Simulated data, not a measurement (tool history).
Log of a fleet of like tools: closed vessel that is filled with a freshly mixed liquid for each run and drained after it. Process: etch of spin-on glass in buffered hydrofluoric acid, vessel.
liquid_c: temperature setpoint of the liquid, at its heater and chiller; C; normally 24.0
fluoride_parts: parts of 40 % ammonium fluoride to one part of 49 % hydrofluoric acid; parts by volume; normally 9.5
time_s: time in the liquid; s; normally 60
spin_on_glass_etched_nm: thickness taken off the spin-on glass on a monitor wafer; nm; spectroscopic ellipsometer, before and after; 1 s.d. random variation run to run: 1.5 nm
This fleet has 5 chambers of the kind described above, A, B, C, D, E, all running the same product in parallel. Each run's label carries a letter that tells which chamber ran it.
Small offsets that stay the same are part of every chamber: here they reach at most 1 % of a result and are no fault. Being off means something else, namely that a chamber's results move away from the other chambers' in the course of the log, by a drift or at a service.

run,hour,liquid_c,fluoride_parts,time_s,hours since the thermometer was replaced,hours since the hydrofluoric acid flow meter was replaced,"read-back film thickness of the spin-on glass reference wafer, read on the same gauge (nm)",spin_on_glass_etched_nm
1D,12.5,24.0,9.5,60,92.6,2056.1,39.978,174.230
2C,27.1,24.0,9.5,60,147.8,311.8,40.036,172.370
3B,40.2,24.0,9.5,60,423.7,458.4,40.009,174.220
4A,48.6,24.0,9.5,60,469.5,1327.5,40.000,172.000
5E,62.3,24.0,9.5,60,70.5,651.0,39.999,175.270
6E,75.6,24.0,9.5,60,83.8,664.3,39.980,171.760
7B,86.9,24.0,9.5,60,470.4,505.1,39.991,171.930
8D,98.8,24.0,9.5,60,178.9,2142.4,40.023,169.440
# hour 100.0: chamber D: hydrofluoric acid flow meter replaced
9C,106.6,24.0,9.5,60,227.3,391.3,39.998,169.130
10A,115.8,24.0,9.5,60,536.7,1394.7,40.020,170.540
11C,124.2,24.0,9.5,60,244.9,408.9,39.932,168.700
12D,136.2,24.0,13.0,90,216.3,36.2,40.028,194.400
13B,144.7,24.0,13.0,90,528.2,562.9,40.027,193.210
14A,158.6,24.0,13.0,90,579.5,1437.5,39.973,192.090
15E,172.0,24.0,13.0,90,180.2,760.7,40.030,192.340
# hour 172.7: chamber A: thermometer replaced
# hour 178.4: chamber B: thermometer replaced
16E,182.6,24.0,13.0,90,190.8,771.3,39.989,193.360
17B,189.6,24.0,9.5,60,11.2,607.8,39.978,172.630
18D,204.9,24.0,9.5,60,285.0,104.9,39.989,174.420
19A,219.9,24.0,9.5,60,47.2,1498.8,40.003,170.660
20C,233.6,24.0,9.5,60,354.3,518.3,40.043,169.000
21D,245.2,24.0,9.5,60,325.3,145.2,40.005,170.330
22A,252.1,24.0,9.5,60,79.4,1531.0,40.011,172.420
# hour 265.6: chamber B: hydrofluoric acid flow meter replaced
23E,266.6,20.5,9.5,75,274.8,855.3,40.032,178.020
24B,280.4,20.5,9.5,75,102.0,14.8,40.008,177.830
25C,292.9,20.5,9.5,75,413.6,577.6,40.025,170.100
26E,306.0,20.5,9.5,75,314.2,894.7,40.013,175.940
27D,313.0,20.5,9.5,75,393.1,213.0,39.984,177.700
28B,328.1,27.0,9.5,60,149.7,62.5,40.012,204.230
29A,341.7,27.0,9.5,60,169.0,1620.6,39.962,202.450
30C,351.7,27.0,9.5,60,472.4,636.4,40.040,193.990
31E,362.7,27.0,9.5,60,370.9,951.4,40.038,203.690
32D,372.2,27.0,9.5,60,452.3,272.2,39.976,204.630
33C,385.7,24.0,9.5,60,506.4,670.4,40.022,167.100
34B,395.2,24.0,9.5,60,216.8,129.6,39.996,173.730
35A,402.5,24.0,9.5,60,229.8,1681.4,40.000,170.950
36A,414.3,24.0,12.0,40,241.6,1693.2,39.965,93.220
37C,424.7,24.0,12.0,40,545.4,709.4,39.992,88.932
38E,437.6,24.0,12.0,40,445.8,1026.3,40.040,92.173
39B,445.8,24.0,12.0,40,267.4,180.2,39.983,93.182
40D,457.2,24.0,12.0,40,537.3,357.2,40.036,93.791
41B,470.1,24.0,9.5,60,291.7,204.5,40.021,173.320
42D,478.2,24.0,9.5,60,558.3,378.2,40.026,171.270
43C,484.9,24.0,9.5,60,605.6,769.6,39.991,163.760
44E,494.3,24.0,9.5,60,502.5,1083.0,39.979,170.600

For the next run the whole fleet of 5 chambers uses the same settings. Give each chamber's results:
45A,505.3,24.0,9.5,60,,,,?
45B,505.3,24.0,9.5,60,,,,?
45C,505.3,24.0,9.5,60,,,,?
45D,505.3,24.0,9.5,60,,,,?
45E,505.3,24.0,9.5,60,,,,?

run,spin_on_glass_etched_nm
45A,174.090
45B,174.090
45C,165.150
45D,175.170
45E,173.160
